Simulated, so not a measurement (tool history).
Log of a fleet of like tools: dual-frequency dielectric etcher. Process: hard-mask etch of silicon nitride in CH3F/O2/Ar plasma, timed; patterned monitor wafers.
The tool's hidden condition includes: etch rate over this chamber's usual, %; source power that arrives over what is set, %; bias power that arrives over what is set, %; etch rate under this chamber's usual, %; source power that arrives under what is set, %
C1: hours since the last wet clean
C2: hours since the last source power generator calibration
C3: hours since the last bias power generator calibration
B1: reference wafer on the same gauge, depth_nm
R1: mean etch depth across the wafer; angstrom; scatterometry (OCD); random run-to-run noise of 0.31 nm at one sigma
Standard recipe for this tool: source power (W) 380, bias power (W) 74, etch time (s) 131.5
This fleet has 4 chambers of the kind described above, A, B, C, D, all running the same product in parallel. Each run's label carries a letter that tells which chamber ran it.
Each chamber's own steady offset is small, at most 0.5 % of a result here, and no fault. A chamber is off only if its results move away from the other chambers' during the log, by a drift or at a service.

Run 1C, hour 3: usual settings; C1 368.7; C2 919.4; C3 2598.4; B1 109. Result: R1 908.74 angstrom.
Run 2A, hour 6.4: usual settings; C1 236.2; C2 1367.4; C3 1996; B1 109.02. Result: R1 912.36 angstrom.
Run 3B, hour 9.6: usual settings; C1 296.8; C2 3717.4; C3 1710.3; B1 109.03. Result: R1 909.55 angstrom.
Run 4D, hour 12.8: usual settings; C1 365.8; C2 4066.7; C3 1347.1; B1 108.96. Result: R1 906.77 angstrom.
Run 5C, hour 15.5: usual settings; C1 381.2; C2 931.9; C3 2610.9; B1 109.04. Result: R1 911.68 angstrom.
Run 6B, hour 20: usual settings; C1 307.2; C2 3727.8; C3 1720.7; B1 108.93. Result: R1 903.24 angstrom.
Run 7D, hour 24.7: usual settings; C1 377.7; C2 4078.6; C3 1359; B1 109. Result: R1 905.35 angstrom.
Run 8A, hour 29.2: usual settings; C1 259; C2 1390.2; C3 2018.8; B1 108.94. Result: R1 917.51 angstrom.
At hour 32.4: chamber B: source power generator calibrated.
Run 9C, hour 32.8: usual settings; C1 398.5; C2 949.2; C3 2628.2; B1 108.97. Result: R1 915.28 angstrom.
Run 10D, hour 36.2: usual settings; C1 389.2; C2 4090.1; C3 1370.5; B1 109.01. Result: R1 903.73 angstrom.
Run 11B, hour 40.3: usual settings; C1 327.5; C2 7.9; C3 1741; B1 108.95. Result: R1 904.56 angstrom.
Run 12A, hour 42.4: usual settings; C1 272.2; C2 1403.4; C3 2032; B1 109.1. Result: R1 920.13 angstrom.
Run 13A, hour 46.7: usual settings but source power (W) 450, etch time (s) 147.5; C1 276.5; C2 1407.7; C3 2036.3; B1 108.92. Result: R1 1092 angstrom.
Run 14D, hour 49.4: usual settings but source power (W) 450, etch time (s) 147.5; C1 402.4; C2 4103.3; C3 1383.7; B1 109. Result: R1 1086.2 angstrom.
Run 15C, hour 51.5: usual settings but source power (W) 450, etch time (s) 147.5; C1 417.2; C2 967.9; C3 2646.9; B1 109.04. Result: R1 1086.1 angstrom.
Run 16B, hour 54.7: usual settings but source power (W) 450, etch time (s) 147.5; C1 341.9; C2 22.3; C3 1755.4; B1 109.01. Result: R1 1080.4 angstrom.
Run 17D, hour 57.3: usual settings; C1 410.3; C2 4111.2; C3 1391.6; B1 108.96. Result: R1 905.88 angstrom.
Run 18B, hour 61.9: usual settings; C1 349.1; C2 29.5; C3 1762.6; B1 108.97. Result: R1 897.37 angstrom.
Run 19A, hour 66.4: usual settings but source power (W) 480, bias power (W) 59; C1 296.2; C2 1427.4; C3 2056; B1 109.1. Result: R1 924.61 angstrom.
Run 20C, hour 69.3: usual settings but source power (W) 480, bias power (W) 59; C1 435; C2 985.7; C3 2664.7; B1 109.03. Result: R1 918.62 angstrom.
Run 21D, hour 72.9: usual settings but source power (W) 480, bias power (W) 59; C1 425.9; C2 4126.8; C3 1407.2; B1 109.08. Result: R1 919.98 angstrom.
Run 22C, hour 75.7: usual settings but source power (W) 480, bias power (W) 59; C1 441.4; C2 992.1; C3 2671.1; B1 109.05. Result: R1 921.13 angstrom.
Run 23B, hour 78.3: usual settings; C1 365.5; C2 45.9; C3 1779; B1 109.03. Result: R1 896.32 angstrom.
Run 24A, hour 82.6: usual settings but source power (W) 460, bias power (W) 84; C1 312.4; C2 1443.6; C3 2072.2; B1 108.98. Result: R1 1029.7 angstrom.
Run 25A, hour 85.2: usual settings but source power (W) 460, bias power (W) 84; C1 315; C2 1446.2; C3 2074.8; B1 108.97. Result: R1 1030.8 angstrom.
Run 26C, hour 89.9: usual settings but source power (W) 460, bias power (W) 84; C1 455.6; C2 1006.3; C3 2685.3; B1 108.88. Result: R1 1025.7 angstrom.
Run 27D, hour 93.6: usual settings but source power (W) 460, bias power (W) 84; C1 446.6; C2 4147.5; C3 1427.9; B1 109.05. Result: R1 1016.6 angstrom.
Run 28B, hour 98: usual settings; C1 385.2; C2 65.6; C3 1798.7; B1 108.95. Result: R1 888.99 angstrom.
Run 29A, hour 102.6: usual settings; C1 332.4; C2 1463.6; C3 2092.2; B1 109.05. Result: R1 916.54 angstrom.

For the next run the whole fleet of 4 chambers uses the same settings. Give each chamber's results:
Run 30A, hour 105.9: usual settings. Result: R1 ?.
Run 30B, hour 105.9: usual settings. Result: R1 ?.
Run 30C, hour 105.9: usual settings. Result: R1 ?.
Run 30D, hour 105.9: usual settings. Result: R1 ?.

run      R1
30A  915.07
30B  885.64
30C  911.45
30D  904.34
